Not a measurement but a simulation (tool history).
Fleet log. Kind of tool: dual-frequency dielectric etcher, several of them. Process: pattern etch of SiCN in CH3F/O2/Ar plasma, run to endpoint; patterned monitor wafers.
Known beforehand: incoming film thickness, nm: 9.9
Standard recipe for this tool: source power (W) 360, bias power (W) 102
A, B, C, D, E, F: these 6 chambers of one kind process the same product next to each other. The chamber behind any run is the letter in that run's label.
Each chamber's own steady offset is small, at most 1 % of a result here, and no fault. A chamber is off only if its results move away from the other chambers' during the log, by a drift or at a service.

run   hour  source power (W)  bias power (W)  hours since the last wet clean  hours since the last source power generator calibration  hours since the last bias power generator calibration  endpoint time (s)
 1D    3.4               360             102                           489.1                                                    716.4                                                 1207.5             23.774
 2E    7.5               360             102                           476.7                                                   3868.5                                                 1294.2             23.946
 3C   11.5               360             102                           218.4                                                   1438.4                                                 1217.0             24.270
 4B   14.8               360             102                           292.9                                                    685.2                                                 4907.7             24.107
 5A   18.8               360             102                           209.1                                                   1527.1                                                  304.5             24.353
 6F   24.9               360             102                           441.2                                                   2585.3                                                 1395.1             24.171
 7B   31.1               360             102                           309.2                                                    701.5                                                 4924.0             24.066
 8E   36.5               360             102                           505.7                                                   3897.5                                                 1323.2             24.083
 9D   43.5               360             102                           529.2                                                    756.5                                                 1247.6             23.969
10C   47.0               360             102                           253.9                                                   1473.9                                                 1252.5             24.093
11F   52.2               360             102                           468.5                                                   2612.6                                                 1422.4             24.113
      54.7  -- chamber B: wet clean of the chamber
12A   56.2               360             102                           246.5                                                   1564.5                                                  341.9             24.123
      61.2  -- chamber E: wet clean of the chamber
13B   62.3               360             102                             7.6                                                    732.7                                                 4955.2             24.179
14D   67.8               360             102                           553.5                                                    780.8                                                 1271.9             24.037
15A   73.3               360             102                           263.6                                                   1581.6                                                  359.0             24.201
16E   77.4               360             102                            16.3                                                   3938.4                                                 1364.1             24.006
17C   81.8               360             102                           288.7                                                   1508.7                                                 1287.3             24.357
18F   85.3               360             102                           501.6                                                   2645.7                                                 1455.5             24.157
19D   90.2               360             102                           575.9                                                    803.2                                                 1294.3             23.954
20E   93.3               360             102                            32.2                                                   3954.3                                                 1380.0             24.281
21C  100.1               360             102                           307.0                                                   1527.0                                                 1305.6             24.617
22A  105.2               440              85                           295.5                                                   1613.5                                                  390.9             24.091
23F  111.4               440              85                           527.7                                                   2671.8                                                 1481.6             23.795
24B  114.5               440              85                            59.8                                                    784.9                                                 5007.4             23.881
25D  120.5               440              85                           606.2                                                    833.5                                                 1324.6             23.852
26B  125.5               440              85                            70.8                                                    795.9                                                 5018.4             23.751
27C  129.5               440              85                           336.4                                                   1556.4                                                 1335.0             24.702
28F  133.9               360             102                           550.2                                                   2694.3                                                 1504.1             24.234
29E  139.4               310              86                            78.3                                                   4000.4                                                 1426.1             26.972
30A  143.0               310              86                           333.3                                                   1651.3                                                  428.7             27.421
31B  148.2               310              86                            93.5                                                    818.6                                                 5041.1             27.268
32A  151.9               310              86                           342.2                                                   1660.2                                                  437.6             27.272
33C  155.3               310              86                           362.2                                                   1582.2                                                 1360.8             28.527
     156.9  -- chamber D: wet clean of the chamber
34E  161.8               310              86                           100.7                                                   4022.8                                                 1448.5             27.139
35D  165.6               360             102                             8.8                                                    878.6                                                 1369.7             24.181
36F  172.3               360             102                           588.6                                                   2732.7                                                 1542.5             24.065

Next, all 6 chambers run the settings below, one line each with question marks for the results. What does each chamber give?
37A  177.4               390             102                                                                                                                                                                  ?
37B  177.4               390             102                                                                                                                                                                  ?
37C  177.4               390             102                                                                                                                                                                  ?
37D  177.4               390             102                                                                                                                                                                  ?
37E  177.4               390             102                                                                                                                                                                  ?
37F  177.4               390             102                                                                                                                                                                  ?

run  endpoint time (s)
37A             23.516
37B             23.281
37C             24.459
37D             23.595
37E             23.475
37F             23.543
